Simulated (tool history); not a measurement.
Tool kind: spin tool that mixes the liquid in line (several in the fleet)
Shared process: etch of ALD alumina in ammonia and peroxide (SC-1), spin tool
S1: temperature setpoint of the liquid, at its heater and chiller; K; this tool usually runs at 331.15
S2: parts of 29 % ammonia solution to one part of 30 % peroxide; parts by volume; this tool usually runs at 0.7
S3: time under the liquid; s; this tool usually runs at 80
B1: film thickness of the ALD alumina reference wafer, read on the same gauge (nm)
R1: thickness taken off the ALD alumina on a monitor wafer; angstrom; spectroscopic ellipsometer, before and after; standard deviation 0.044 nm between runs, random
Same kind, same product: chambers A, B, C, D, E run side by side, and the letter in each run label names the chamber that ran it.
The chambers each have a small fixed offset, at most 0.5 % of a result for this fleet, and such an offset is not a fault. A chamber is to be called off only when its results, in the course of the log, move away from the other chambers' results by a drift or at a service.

{"run": "1E", "day": 0.096, "S1": 331.15, "S2": 0.7, "S3": 80, "B1": 110.02, "R1": 44.498}
{"run": "2B", "day": 0.25, "S1": 331.15, "S2": 0.7, "S3": 80, "B1": 110.01, "R1": 45.767}
{"run": "3C", "day": 0.35, "S1": 331.15, "S2": 0.7, "S3": 80, "B1": 109.99, "R1": 44.473}
{"run": "4A", "day": 0.454, "S1": 331.15, "S2": 0.7, "S3": 80, "B1": 109.99, "R1": 44.033}
{"run": "5D", "day": 0.65, "S1": 331.15, "S2": 0.7, "S3": 80, "B1": 109.99, "R1": 45.298}
{"run": "6E", "day": 0.758, "S1": 331.15, "S2": 0.7, "S3": 40, "B1": 109.98, "R1": 22.088}
{"run": "7D", "day": 0.946, "S1": 331.15, "S2": 0.7, "S3": 40, "B1": 109.97, "R1": 22.781}
{"run": "8B", "day": 1.104, "S1": 331.15, "S2": 0.7, "S3": 40, "B1": 110.03, "R1": 22.021}
{"run": "9A", "day": 1.221, "S1": 331.15, "S2": 0.7, "S3": 40, "B1": 110.02, "R1": 22.201}
{"run": "10C", "day": 1.408, "S1": 331.15, "S2": 0.7, "S3": 40, "B1": 110.04, "R1": 21.85}
{"run": "11C", "day": 1.529, "S1": 331.15, "S2": 0.7, "S3": 80, "B1": 109.94, "R1": 44.394}
{"run": "12A", "day": 1.633, "S1": 331.15, "S2": 0.7, "S3": 80, "B1": 109.97, "R1": 44.916}
{"run": "13B", "day": 1.796, "S1": 331.15, "S2": 0.7, "S3": 80, "B1": 109.99, "R1": 44.957}
{"run": "14D", "day": 1.979, "S1": 331.15, "S2": 0.7, "S3": 80, "B1": 110.04, "R1": 45.039}
{"run": "15E", "day": 2.117, "S1": 331.15, "S2": 0.7, "S3": 80, "B1": 110.01, "R1": 42.776}
{"run": "16C", "day": 2.271, "S1": 331.15, "S2": 0.5, "S3": 80, "B1": 110.0, "R1": 43.045}
{"run": "17A", "day": 2.408, "S1": 331.15, "S2": 0.5, "S3": 80, "B1": 110.02, "R1": 43.092}
{"run": "18E", "day": 2.5, "S1": 331.15, "S2": 0.5, "S3": 80, "B1": 110.0, "R1": 40.67}
{"run": "19D", "day": 2.629, "S1": 331.15, "S2": 0.5, "S3": 80, "B1": 110.03, "R1": 43.048}
{"run": "20B", "day": 2.742, "S1": 331.15, "S2": 0.5, "S3": 80, "B1": 109.97, "R1": 43.548}
{"run": "21D", "day": 2.929, "S1": 322.65, "S2": 0.8, "S3": 80, "B1": 109.97, "R1": 28.456}
{"day": 2.933, "done": "chamber C: new drum of ammonia solution connected"}
{"run": "22B", "day": 3.096, "S1": 322.65, "S2": 0.8, "S3": 80, "B1": 110.0, "R1": 28.812}
{"run": "23A", "day": 3.204, "S1": 322.65, "S2": 0.8, "S3": 80, "B1": 110.04, "R1": 28.514}
{"run": "24C", "day": 3.3, "S1": 322.65, "S2": 0.8, "S3": 80, "B1": 109.96, "R1": 28.264}
{"day": 3.354, "done": "chamber E: thermometer replaced"}
{"run": "25E", "day": 3.425, "S1": 322.65, "S2": 0.8, "S3": 80, "B1": 110.02, "R1": 26.161}
{"run": "26E", "day": 3.567, "S1": 331.15, "S2": 0.7, "S3": 80, "B1": 110.0, "R1": 40.196}
{"run": "27A", "day": 3.692, "S1": 331.15, "S2": 0.7, "S3": 80, "B1": 110.0, "R1": 44.863}
{"run": "28C", "day": 3.883, "S1": 331.15, "S2": 0.7, "S3": 80, "B1": 110.04, "R1": 44.738}
{"run": "29B", "day": 3.992, "S1": 331.15, "S2": 0.7, "S3": 80, "B1": 110.01, "R1": 44.734}
{"run": "30D", "day": 4.146, "S1": 331.15, "S2": 0.7, "S3": 80, "B1": 109.97, "R1": 45.028}

All chambers now run identical settings, listed one chamber a line with results as question marks. What results will each chamber show?
{"run": "31A", "day": 4.288, "S1": 331.15, "S2": 0.7, "S3": 35, "R1": "?"}
{"run": "31B", "day": 4.288, "S1": 331.15, "S2": 0.7, "S3": 35, "R1": "?"}
{"run": "31C", "day": 4.288, "S1": 331.15, "S2": 0.7, "S3": 35, "R1": "?"}
{"run": "31D", "day": 4.288, "S1": 331.15, "S2": 0.7, "S3": 35, "R1": "?"}
{"run": "31E", "day": 4.288, "S1": 331.15, "S2": 0.7, "S3": 35, "R1": "?"}

run=31A R1=19.289
run=31B R1=19.327
run=31C R1=19.526
run=31D R1=19.297
run=31E R1=16.987

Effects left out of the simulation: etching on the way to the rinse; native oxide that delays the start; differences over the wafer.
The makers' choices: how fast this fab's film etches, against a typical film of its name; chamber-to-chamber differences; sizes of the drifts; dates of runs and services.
